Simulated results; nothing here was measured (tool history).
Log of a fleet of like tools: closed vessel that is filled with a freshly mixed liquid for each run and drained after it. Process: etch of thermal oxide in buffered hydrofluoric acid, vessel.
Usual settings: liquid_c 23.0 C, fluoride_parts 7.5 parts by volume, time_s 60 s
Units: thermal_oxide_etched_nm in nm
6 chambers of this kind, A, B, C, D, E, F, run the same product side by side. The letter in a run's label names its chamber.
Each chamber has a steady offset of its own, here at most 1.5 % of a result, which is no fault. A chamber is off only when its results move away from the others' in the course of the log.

run	hour	liquid_c	fluoride_parts	time_s	read-back film thickness of the thermal oxide reference wafer, read on the same gauge (nm)	thermal_oxide_etched_nm
1E	9.5	23.0	7.5	60	70.010	83.914
2B	18.9	23.0	7.5	60	70.012	84.975
3A	26.3	23.0	7.5	60	69.985	83.224
4F	33.1	23.0	7.5	60	69.998	83.591
5D	44.0	23.0	7.5	60	70.024	83.745
6C	55.1	23.0	7.5	60	70.011	84.425
7B	61.1	23.0	7.5	60	70.018	84.780
8A	70.3	23.0	7.5	30	70.021	41.317
9D	80.6	23.0	7.5	30	70.006	41.445
10E	90.6	23.0	7.5	30	70.013	42.667
11C	97.2	23.0	7.5	30	69.991	42.536
12F	106.1	23.0	7.5	30	69.989	41.655
13F	113.0	23.0	7.5	30	70.014	41.966
14D	120.1	23.0	7.5	60	69.977	83.694
15C	126.7	23.0	7.5	60	69.999	84.020
16E	132.5	23.0	7.5	60	70.017	85.366
17B	140.8	23.0	7.5	60	69.992	85.174
18A	151.8	23.0	7.5	60	70.026	83.403
19E	162.5	23.0	7.5	80	69.988	112.670
20B	168.3	23.0	7.5	80	70.003	113.700
21D	178.1	23.0	7.5	80	70.002	110.000
22C	185.0	23.0	7.5	80	69.964	110.900
23A	196.5	23.0	7.5	80	69.986	111.660
24F	205.8	23.0	7.5	80	70.006	114.840
25A	216.6	23.0	7.5	60	69.983	82.550
26B	226.1	24.5	7.5	60	69.987	93.118
27E	235.6	24.5	7.5	60	70.022	91.562
28C	241.5	24.5	7.5	60	70.025	91.858
29F	250.0	24.5	7.5	60	69.999	94.864
30D	257.8	24.5	7.5	60	70.001	89.450
31B	266.4	24.5	7.5	60	69.991	92.005
32F	275.5	23.0	7.5	60	69.976	88.638
33C	281.5	23.0	7.5	60	70.003	84.082
# hour 288.8: chamber A: thermometer replaced
34D	289.8	23.0	7.5	60	69.991	82.838
35E	296.0	23.0	7.5	60	69.995	84.863
36A	306.2	23.0	7.5	60	70.003	83.767
# hour 312.7: chamber E: thermometer replaced
37E	315.4	23.0	7.5	60	70.013	84.759

Next, every chamber runs the same settings. What will each give?
38A	323.9	23.0	7.5	60		?
38B	323.9	23.0	7.5	60		?
38C	323.9	23.0	7.5	60		?
38D	323.9	23.0	7.5	60		?
38E	323.9	23.0	7.5	60		?
38F	323.9	23.0	7.5	60		?

run	thermal_oxide_etched_nm
38A	82.390
38B	85.363
38C	85.255
38D	81.496
38E	84.203
38F	90.692
